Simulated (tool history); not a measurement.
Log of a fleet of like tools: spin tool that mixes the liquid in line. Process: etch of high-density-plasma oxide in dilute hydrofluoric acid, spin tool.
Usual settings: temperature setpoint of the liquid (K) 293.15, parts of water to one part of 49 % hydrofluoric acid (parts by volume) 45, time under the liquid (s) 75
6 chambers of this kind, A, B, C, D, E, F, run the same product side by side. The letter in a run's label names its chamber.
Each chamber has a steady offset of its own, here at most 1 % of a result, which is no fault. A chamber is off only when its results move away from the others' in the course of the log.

run	hour	temperature setpoint of the liquid (K)	parts of water to one part of 49 % hydrofluoric acid (parts by volume)	time under the liquid (s)	read-back film thickness of the high-density-plasma oxide reference wafer, read on the same gauge (nm)	thickness taken off the high-density-plasma oxide on a monitor wafer (angstrom)
1A	3.7	293.15	45	75	109.99	87.5
2B	7	293.15	45	75	110	85.166
# hour 11.6: chamber E: hydrofluoric acid flow meter replaced
3F	11.9	293.15	45	75	110	86.28
4D	15.3	293.15	45	75	110.04	86.594
5C	18.7	293.15	45	75	110.02	86.996
6E	22.9	293.15	45	75	109.99	87.078
7F	26.3	293.15	45	75	110.01	86.483
8B	31.8	293.15	45	75	109.99	85.397
9A	36.9	293.15	45	75	110.01	86.461
10C	43.3	293.15	45	75	110	86.454
11D	47.6	293.15	45	75	109.98	87.393
12E	53.8	293.15	45	75	110	85.72
13A	57	293.15	45	75	109.97	86.291
14B	61.8	293.15	45	45	110.02	51.476
15E	66.7	293.15	45	45	110	51.855
16C	71.3	293.15	45	45	109.98	51.351
17D	74.5	293.15	45	45	110.03	51.717
18F	80.2	293.15	45	45	109.98	51.819
19A	85.7	293.15	45	45	110.01	52.259
20B	90.8	293.15	45	75	109.99	86.337
21C	95.3	293.15	45	75	110.05	85.666
22E	99.5	295.15	45	60	110	75.998
23F	103.3	295.15	45	60	109.98	74.937
24D	108	295.15	45	60	110.04	74.973
25F	113.6	295.15	45	60	110	75.333
26D	120.1	295.15	45	60	109.99	75.388
27C	126.7	295.15	45	60	109.98	74.973
28B	130.1	293.15	45	75	110.01	84.825
29E	133	293.15	25	75	109.99	158.83
30A	137.3	293.15	25	75	110.01	159.68
31B	143.5	293.15	25	75	109.97	155.84
32E	146.4	293.15	25	75	110.03	157.95
# hour 147.2: chamber F: thermometer replaced
33F	152.9	293.15	25	75	110.03	157.73
34D	156.6	293.15	25	75	109.97	159.75
35C	159.9	293.15	45	75	110.03	86.275
36A	164.3	293.15	45	75	110	85.821
37E	169.8	293.15	45	75	109.95	86.916
38B	174.5	293.15	45	75	110.02	85.803
39A	177.9	293.15	45	75	110.01	86.577
40F	183.7	293.15	45	75	109.99	85.863

What goes on in this fleet: one chamber off, a drifting gauge, or nothing beyond the chambers' own small offsets? Name the chamber and the cause, if any.

No chamber stands off beyond its own small offset, and the gauge holds steady.
